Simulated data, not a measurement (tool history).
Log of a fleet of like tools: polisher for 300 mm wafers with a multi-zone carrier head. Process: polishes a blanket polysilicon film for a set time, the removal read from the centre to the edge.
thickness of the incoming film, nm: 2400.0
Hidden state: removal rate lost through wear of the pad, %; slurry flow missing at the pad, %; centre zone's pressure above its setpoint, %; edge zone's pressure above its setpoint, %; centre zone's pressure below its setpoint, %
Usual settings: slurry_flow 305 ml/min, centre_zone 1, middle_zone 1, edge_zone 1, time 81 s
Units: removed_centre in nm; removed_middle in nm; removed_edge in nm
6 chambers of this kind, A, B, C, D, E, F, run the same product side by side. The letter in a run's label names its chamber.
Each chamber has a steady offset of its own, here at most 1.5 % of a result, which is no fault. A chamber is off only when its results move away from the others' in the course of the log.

run,hour,slurry_flow,centre_zone,middle_zone,edge_zone,time,wafers polished on this pad,hours since the slurry nozzle was cleaned,hours since the centre zone pressure was calibrated,hours since the edge zone pressure was calibrated,removed_centre,removed_middle,removed_edge
1D,14.1,305,1,1,1,81,276,33.3,85.4,340.5,370.87,364.63,368.65
# hour 15.5: chamber E: centre zone pressure recalibrated
# hour 17.4: chamber E: worn pad replaced by a new one
2E,21.6,305,1,1,1,81,28,362.4,6.2,799.1,366.59,374.14,374.41
# hour 23.3: chamber F: centre zone pressure recalibrated
3A,29.3,305,1,1,1,81,415,238.1,196,504,362.95,376.38,362.66
# hour 33.5: chamber B: edge zone pressure recalibrated
4F,38.1,305,1,1,1,81,463,632.3,14.8,195.9,364.98,363.56,369.08
5B,47.8,305,1,1,1,81,406,110.3,680.5,14.3,362.14,368.56,373.19
# hour 50.7: chamber A: slurry nozzle cleaned
6C,55.6,305,1,1,1,81,1078,89.7,511.2,569.2,360.34,372.09,366.4
# hour 62: chamber A: worn pad replaced by a new one
# hour 70.1: chamber C: worn pad replaced by a new one
7C,70.7,305,1,1,1,81,4,104.8,526.3,584.3,364.09,365.39,367.84
# hour 77.2: chamber D: worn pad replaced by a new one
8F,82.8,305,1,1,1,81,761,677,59.5,240.6,365.4,378.53,372.83
9B,92.1,305,1,1,1,81,702,154.6,724.8,58.6,363.01,362.51,366.67
10E,100,305,1,1,1,81,552,440.8,84.6,877.5,363.94,378.35,366.81
11A,111.8,305,1,1,1,81,333,61.2,278.5,586.5,361.95,361.19,362.88
# hour 120.1: chamber E: edge zone pressure recalibrated
12D,120.6,305,1,1,1,81,290,139.8,191.9,447,367.99,361.4,363.57
13A,129.8,305,1,1,1,81,453,79.2,296.5,604.5,363.74,374.44,368.17
# hour 138.3: chamber E: worn pad replaced by a new one
14E,141.5,305,1,1,1.11,81,21,482.3,126.1,21.5,363.48,370.75,390.22
15D,148.2,305,1,1,1.11,81,474,167.4,219.5,474.6,368.99,363.65,393.74
# hour 156.1: chamber F: worn pad replaced by a new one
# hour 158.4: chamber A: worn pad replaced by a new one
# hour 158.5: chamber A: edge zone pressure recalibrated
16C,159.4,305,1,1,1.11,81,597,193.5,615,673,362.76,373.04,388.95
# hour 160: chamber D: worn pad replaced by a new one
17B,169.1,305,1,1,1.11,81,1217,231.6,801.8,135.6,364.41,380.46,384.97
# hour 174.2: chamber B: worn pad replaced by a new one
18F,177.2,305,1,1,1.11,81,141,771.4,153.9,335,362.2,368.38,388.65
19C,190,305,1,1,1.11,81,801,224.1,645.6,703.6,359.41,362.82,395.85
20D,201.7,265,1,1.11,1,81,279,220.9,273,528.1,360.98,391.8,364.06
# hour 210.7: chamber D: slurry nozzle cleaned
21E,216.6,265,1,1.11,1,81,523,557.4,201.2,96.6,358.65,389.83,371.44
# hour 222.6: chamber C: worn pad replaced by a new one
22B,224.5,265,1,1.11,1,81,336,287,857.2,191,359.21,409.68,368.19
23A,231.6,265,1,1.11,1,81,489,181,398.3,73.1,363.47,398.39,353.58
24F,245.2,265,1,1.11,1,81,595,839.4,221.9,403,363.61,394.99,358.99
# hour 255.4: chamber E: worn pad replaced by a new one
25B,258.5,265,1,1.11,1,81,563,321,891.2,225,355.31,405.54,363.82
# hour 261.1: chamber D: worn pad replaced by a new one
# hour 269.6: chamber E: slurry nozzle cleaned
# hour 270.6: chamber A: worn pad replaced by a new one
26E,272.3,305,1,1,1,81,113,2.7,256.9,152.3,359.87,371.64,356.83
27F,280.3,305,1,1,1,81,830,874.5,257,438.1,366.17,366.82,371.47
28C,292.9,380,1,0.9,1,81,469,327,748.5,806.5,367.07,346.2,370.25
29A,300.7,380,1,0.9,1,81,201,250.1,467.4,142.2,372.67,334.4,371.37
# hour 302.6: chamber C: slurry nozzle cleaned
30D,312.2,380,1,0.9,1,81,342,101.6,383.5,638.6,376.64,340.48,367.23
# hour 313.3: chamber C: centre zone pressure recalibrated
# hour 313.5: chamber F: slurry nozzle cleaned
31C,319.8,380,1,0.9,1,81,649,17.2,6.6,833.4,373.85,336.92,371.11
32B,326.9,380,1,0.9,1,81,1020,389.4,959.6,293.4,372.27,350.78,374.47
# hour 327.8: chamber A: slurry nozzle cleaned
33F,336.3,380,1,0.9,1,81,1204,22.8,313,494.1,373.12,352.57,376.97
# hour 338.3: chamber F: worn pad replaced by a new one
34D,343.4,305,1,1,1,81,550,132.8,414.7,669.8,371.32,356.68,371.65
# hour 353.1: chamber D: worn pad replaced by a new one
# hour 354.8: chamber E: worn pad replaced by a new one
35A,355.3,305,1,1,1,81,566,27.6,522,196.8,368.25,365.84,369.56
36E,369.9,305,1,1,1,81,101,100.3,354.5,249.9,366.16,366.22,372.24
# hour 371.3: chamber D: centre zone pressure recalibrated
37C,384.6,305,1,1,1,81,1082,82,71.4,898.2,361.16,368.55,369.34
38E,395,305,1,1,1,81,268,125.4,379.6,275,360.17,383.46,371.26
39D,401.9,305,1,1,1,81,326,191.3,30.7,728.3,367.61,361.8,374.44
40F,416.4,305,1,1,1,81,522,102.9,393.1,574.2,367.83,371.49,376.31

Next, every chamber runs the same settings. What will each give?
41A,427.4,225,1,1,1,81,,,,,?,?,?
41B,427.4,225,1,1,1,81,,,,,?,?,?
41C,427.4,225,1,1,1,81,,,,,?,?,?
41D,427.4,225,1,1,1,81,,,,,?,?,?
41E,427.4,225,1,1,1,81,,,,,?,?,?
41F,427.4,225,1,1,1,81,,,,,?,?,?

run,removed_centre,removed_middle,removed_edge
41A,353.73,351.25,354.9
41B,346.6,355.41,354.71
41C,350.12,367.32,354.97
41D,352.3,347.5,359.07
41E,348.43,357.69,366.57
41F,356.89,355.01,364.02
